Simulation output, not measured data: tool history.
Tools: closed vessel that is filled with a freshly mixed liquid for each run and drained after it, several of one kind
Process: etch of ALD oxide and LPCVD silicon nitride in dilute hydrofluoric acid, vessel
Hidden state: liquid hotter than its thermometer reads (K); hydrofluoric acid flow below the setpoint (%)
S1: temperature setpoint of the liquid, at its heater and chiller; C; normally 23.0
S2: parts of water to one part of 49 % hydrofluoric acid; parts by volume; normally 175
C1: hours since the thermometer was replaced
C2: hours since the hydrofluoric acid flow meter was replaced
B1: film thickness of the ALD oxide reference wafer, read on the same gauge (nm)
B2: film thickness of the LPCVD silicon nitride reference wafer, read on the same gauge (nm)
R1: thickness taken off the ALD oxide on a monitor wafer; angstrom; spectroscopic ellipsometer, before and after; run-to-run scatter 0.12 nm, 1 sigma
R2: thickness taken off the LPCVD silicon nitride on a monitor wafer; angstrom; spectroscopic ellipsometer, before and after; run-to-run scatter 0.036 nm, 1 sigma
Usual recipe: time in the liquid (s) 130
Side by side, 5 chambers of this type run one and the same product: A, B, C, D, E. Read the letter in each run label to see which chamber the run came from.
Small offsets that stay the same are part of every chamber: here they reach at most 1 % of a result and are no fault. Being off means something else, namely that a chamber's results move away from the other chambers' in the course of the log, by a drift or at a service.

run 1D hour=3.4 | S1=23.0 S2=175 time_in_the_liquid_(s)=130 | C1=458.3 C2=101.3 | B1=100.020 B2=60.034 | R1=172.72 R2=3.1481
run 2B hour=7.1 | S1=23.0 S2=175 time_in_the_liquid_(s)=130 | C1=296.1 C2=246.6 | B1=99.976 B2=59.974 | R1=171.80 R2=4.1513
run 3C hour=12.7 | S1=23.0 S2=175 time_in_the_liquid_(s)=130 | C1=1768.1 C2=1719.8 | B1=99.991 B2=60.052 | R1=171.94 R2=3.6746
run 4E hour=17.0 | S1=23.0 S2=175 time_in_the_liquid_(s)=130 | C1=1498.6 C2=457.9 | B1=100.030 B2=60.074 | R1=174.90 R2=3.4073
run 5A hour=22.1 | S1=23.0 S2=175 time_in_the_liquid_(s)=130 | C1=773.5 C2=868.8 | B1=100.010 B2=60.017 | R1=172.33 R2=3.4057
run 6A hour=27.6 | S1=23.0 S2=175 time_in_the_liquid_(s)=130 | C1=779.0 C2=874.3 | B1=99.979 B2=60.033 | R1=171.59 R2=3.9912
run 7D hour=32.5 | S1=23.0 S2=175 time_in_the_liquid_(s)=90 | C1=487.4 C2=130.4 | B1=100.010 B2=59.997 | R1=119.24 R2=2.3644
run 8C hour=36.2 | S1=23.0 S2=175 time_in_the_liquid_(s)=90 | C1=1791.6 C2=1743.3 | B1=99.989 B2=59.979 | R1=119.02 R2=2.4407
run 9B hour=40.7 | S1=23.0 S2=175 time_in_the_liquid_(s)=90 | C1=329.7 C2=280.2 | B1=100.010 B2=60.017 | R1=121.01 R2=2.2723
run 10E hour=46.5 | S1=23.0 S2=175 time_in_the_liquid_(s)=90 | C1=1528.1 C2=487.4 | B1=99.981 B2=60.012 | R1=119.86 R2=2.5854
run 11B hour=52.8 | S1=23.0 S2=175 time_in_the_liquid_(s)=90 | C1=341.8 C2=292.3 | B1=100.010 B2=59.966 | R1=120.70 R2=2.5665
run 12D hour=59.9 | S1=23.0 S2=175 time_in_the_liquid_(s)=130 | C1=514.8 C2=157.8 | B1=99.993 B2=60.010 | R1=174.25 R2=3.9829
run 13C hour=66.0 | S1=20.5 S2=145 time_in_the_liquid_(s)=130 | C1=1821.4 C2=1773.1 | B1=100.020 B2=60.005 | R1=196.65 R2=4.0640
run 14A hour=69.7 | S1=20.5 S2=145 time_in_the_liquid_(s)=130 | C1=821.1 C2=916.4 | B1=99.996 B2=60.054 | R1=192.63 R2=3.2404
run 15E hour=75.2 | S1=20.5 S2=145 time_in_the_liquid_(s)=130 | C1=1556.8 C2=516.1 | B1=99.969 B2=59.981 | R1=198.31 R2=3.3742
run 16E hour=81.5 | S1=20.5 S2=145 time_in_the_liquid_(s)=130 | C1=1563.1 C2=522.4 | B1=99.992 B2=59.962 | R1=196.50 R2=3.6805
run 17A hour=86.6 | S1=20.5 S2=145 time_in_the_liquid_(s)=130 | C1=838.0 C2=933.3 | B1=99.983 B2=60.018 | R1=196.32 R2=4.0320
run 18B hour=90.2 | S1=23.0 S2=175 time_in_the_liquid_(s)=130 | C1=379.2 C2=329.7 | B1=100.010 B2=60.034 | R1=172.97 R2=3.9678
run 19C hour=96.6 | S1=23.0 S2=175 time_in_the_liquid_(s)=130 | C1=1852.0 C2=1803.7 | B1=99.952 B2=60.020 | R1=176.51 R2=3.3195
run 20D hour=101.0 | S1=23.0 S2=175 time_in_the_liquid_(s)=130 | C1=555.9 C2=198.9 | B1=100.020 B2=59.987 | R1=172.82 R2=3.6566
run 21D hour=108.0 | S1=23.0 S2=175 time_in_the_liquid_(s)=130 | C1=562.9 C2=205.9 | B1=99.993 B2=60.019 | R1=173.62 R2=3.5178
run 22E hour=111.7 | S1=21.0 S2=175 time_in_the_liquid_(s)=190 | C1=1593.3 C2=552.6 | B1=100.000 B2=60.022 | R1=237.77 R2=4.6623
run 23A hour=116.4 | S1=21.0 S2=175 time_in_the_liquid_(s)=190 | C1=867.8 C2=963.1 | B1=99.970 B2=59.956 | R1=231.83 R2=4.9079
run 24B hour=122.3 | S1=21.0 S2=175 time_in_the_liquid_(s)=190 | C1=411.3 C2=361.8 | B1=99.998 B2=59.997 | R1=237.06 R2=4.5795
run 25C hour=127.3 | S1=21.0 S2=175 time_in_the_liquid_(s)=190 | C1=1882.7 C2=1834.4 | B1=99.986 B2=60.018 | R1=243.86 R2=5.3185
-- hour=133.8 chamber C: hydrofluoric acid flow meter replaced
run 26A hour=134.9 | S1=21.0 S2=175 time_in_the_liquid_(s)=190 | C1=886.3 C2=981.6 | B1=99.995 B2=59.979 | R1=231.68 R2=5.1326
run 27E hour=141.3 | S1=23.0 S2=175 time_in_the_liquid_(s)=130 | C1=1622.9 C2=582.2 | B1=100.030 B2=60.004 | R1=173.56 R2=3.1041
run 28C hour=146.1 | S1=19.0 S2=175 time_in_the_liquid_(s)=175 | C1=1901.5 C2=12.3 | B1=100.010 B2=59.974 | R1=212.91 R2=3.7598
run 29B hour=150.6 | S1=19.0 S2=175 time_in_the_liquid_(s)=175 | C1=439.6 C2=390.1 | B1=100.020 B2=60.014 | R1=198.71 R2=4.1287
run 30D hour=155.8 | S1=19.0 S2=175 time_in_the_liquid_(s)=175 | C1=610.7 C2=253.7 | B1=99.988 B2=59.986 | R1=200.80 R2=3.9387
run 31C hour=163.0 | S1=19.0 S2=175 time_in_the_liquid_(s)=175 | C1=1918.4 C2=29.2 | B1=100.020 B2=60.036 | R1=214.79 R2=4.5997
-- hour=165.3 chamber E: hydrofluoric acid flow meter replaced
run 32E hour=166.9 | S1=19.0 S2=175 time_in_the_liquid_(s)=175 | C1=1648.5 C2=1.6 | B1=100.010 B2=59.979 | R1=197.98 R2=4.2854
run 33A hour=173.5 | S1=23.0 S2=175 time_in_the_liquid_(s)=130 | C1=924.9 C2=1020.2 | B1=99.981 B2=59.979 | R1=170.83 R2=3.5252
run 34D hour=181.1 | S1=23.0 S2=220 time_in_the_liquid_(s)=130 | C1=636.0 C2=279.0 | B1=100.010 B2=59.978 | R1=131.35 R2=2.7907

All chambers now run identical settings, listed one chamber a line with results as question marks. What results will each chamber show?
run 35A hour=186.5 | S1=23.0 S2=175 time_in_the_liquid_(s)=130 | R1=? R2=?
run 35B hour=186.5 | S1=23.0 S2=175 time_in_the_liquid_(s)=130 | R1=? R2=?
run 35C hour=186.5 | S1=23.0 S2=175 time_in_the_liquid_(s)=130 | R1=? R2=?
run 35D hour=186.5 | S1=23.0 S2=175 time_in_the_liquid_(s)=130 | R1=? R2=?
run 35E hour=186.5 | S1=23.0 S2=175 time_in_the_liquid_(s)=130 | R1=? R2=?

run=35A R1=172.22 R2=3.7367
run=35B R1=173.71 R2=3.5460
run=35C R1=186.68 R2=4.3559
run=35D R1=173.37 R2=3.1267
run=35E R1=172.66 R2=3.9961
